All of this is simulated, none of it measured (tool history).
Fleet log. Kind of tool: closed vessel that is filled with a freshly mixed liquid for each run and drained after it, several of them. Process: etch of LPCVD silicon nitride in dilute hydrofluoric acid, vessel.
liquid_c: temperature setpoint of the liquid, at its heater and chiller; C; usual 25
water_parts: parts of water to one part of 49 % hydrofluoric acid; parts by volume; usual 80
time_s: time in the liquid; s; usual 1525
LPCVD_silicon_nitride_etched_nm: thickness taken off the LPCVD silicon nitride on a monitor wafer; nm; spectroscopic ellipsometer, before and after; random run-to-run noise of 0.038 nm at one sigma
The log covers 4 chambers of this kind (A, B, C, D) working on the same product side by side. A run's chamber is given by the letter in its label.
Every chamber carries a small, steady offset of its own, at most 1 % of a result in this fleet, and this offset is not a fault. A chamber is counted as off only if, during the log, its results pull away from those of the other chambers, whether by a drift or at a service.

| run | hour | liquid_c | water_parts | time_s | read-back film thickness of the LPCVD silicon nitride reference wafer, read on the same gauge (nm) | LPCVD_silicon_nitride_etched_nm |
|---|---|---|---|---|---|---|
| 1C | 6.9 | 25 | 80 | 1525 | 29.968 | 9.9539 |
| 2A | 18.0 | 25 | 80 | 1525 | 30.005 | 9.9336 |
| 3B | 27.0 | 25 | 80 | 1525 | 29.959 | 9.9899 |
| 4D | 41.3 | 25 | 80 | 1525 | 29.971 | 9.9456 |
| 5A | 56.7 | 25 | 80 | 1525 | 30.020 | 9.9470 |
|  | 66.1 | chamber B: hydrofluoric acid flow meter replaced |
| 6D | 67.4 | 25 | 80 | 1525 | 29.985 | 9.9235 |
| 7C | 77.7 | 25 | 80 | 1525 | 29.985 | 9.9752 |
| 8B | 85.8 | 25 | 80 | 1525 | 29.970 | 9.9863 |
| 9D | 93.6 | 25 | 80 | 1525 | 30.008 | 9.8915 |
| 10C | 101.9 | 25 | 80 | 1525 | 29.982 | 9.9862 |
| 11B | 110.2 | 25 | 80 | 1525 | 30.015 | 10.0020 |
| 12A | 123.6 | 25 | 80 | 1525 | 29.984 | 10.0370 |
| 13D | 138.0 | 21 | 65 | 1525 | 30.014 | 9.3631 |
| 14A | 149.0 | 21 | 65 | 1525 | 30.005 | 9.3124 |
| 15C | 158.0 | 21 | 65 | 1525 | 29.971 | 9.4342 |
| 16B | 170.7 | 21 | 65 | 1525 | 29.986 | 9.2980 |
| 17B | 178.3 | 25 | 80 | 1525 | 30.019 | 9.8821 |
| 18D | 192.5 | 25 | 80 | 1525 | 30.023 | 9.9629 |
| 19A | 208.5 | 25 | 80 | 1525 | 29.986 | 9.8985 |
| 20C | 222.7 | 25 | 80 | 1525 | 30.027 | 10.0050 |
| 21D | 232.4 | 25 | 80 | 1525 | 29.979 | 9.9828 |
| 22A | 241.5 | 25 | 80 | 1525 | 30.000 | 9.9532 |
| 23B | 255.1 | 25 | 50 | 2080 | 29.996 | 20.9190 |
| 24C | 262.7 | 25 | 50 | 2080 | 30.027 | 21.7730 |
| 25A | 276.0 | 25 | 50 | 2080 | 30.005 | 21.6690 |
| 26D | 287.8 | 25 | 50 | 2080 | 30.003 | 21.5940 |
| 27C | 299.7 | 25 | 80 | 1525 | 29.980 | 10.0330 |
| 28B | 310.1 | 25 | 80 | 1525 | 29.984 | 9.5872 |
| 29D | 320.9 | 25 | 80 | 1525 | 30.027 | 10.0140 |
| 30A | 329.6 | 25 | 80 | 1525 | 29.995 | 9.9588 |
| 31C | 343.9 | 25 | 80 | 1525 | 29.989 | 9.9458 |

Has any chamber moved away from the others, gradually or after a service, or does the common gauge drift, or do the chambers differ only by their own small steady offsets? State the chamber and the most likely cause if one applies.

It is chamber B that slowly wanders off from its peers.
What lies behind it: liquid colder than its thermometer reads (K) = 0.76.
It could be hard to tell apart here from: hydrofluoric acid flow below the setpoint (%).

Here are 4 candidates for chamber B's next run, each the usual settings with a change, their results left as question marks. Which one brings its results back in line with what the others give on the usual settings?
Allowed miss from the other chambers' usual-settings mean, per result, to count as in line: LPCVD_silicon_nitride_etched_nm 0.1300 nm
| 32B-1 | 355.3 | 25.0 | 80 | 1390 |  | ? |
| 32B-2 | 355.3 | 25.0 | 80 | 1595 |  | ? |
| 32B-3 | 355.3 | 25.5 | 80 | 1615 |  | ? |
| 32B-4 | 355.3 | 25.0 | 80 | 1455 |  | ? |

The mean the other chambers reach with the usual settings: LPCVD_silicon_nitride_etched_nm 9.9713 nm
| run | LPCVD_silicon_nitride_etched_nm |
|---|---|
| 32B-1 | 8.6613 |
| 32B-2 | 9.9387 |
| 32B-3 | 10.4020 |
| 32B-4 | 9.0663 |
32B-2 brings the chamber back in line.
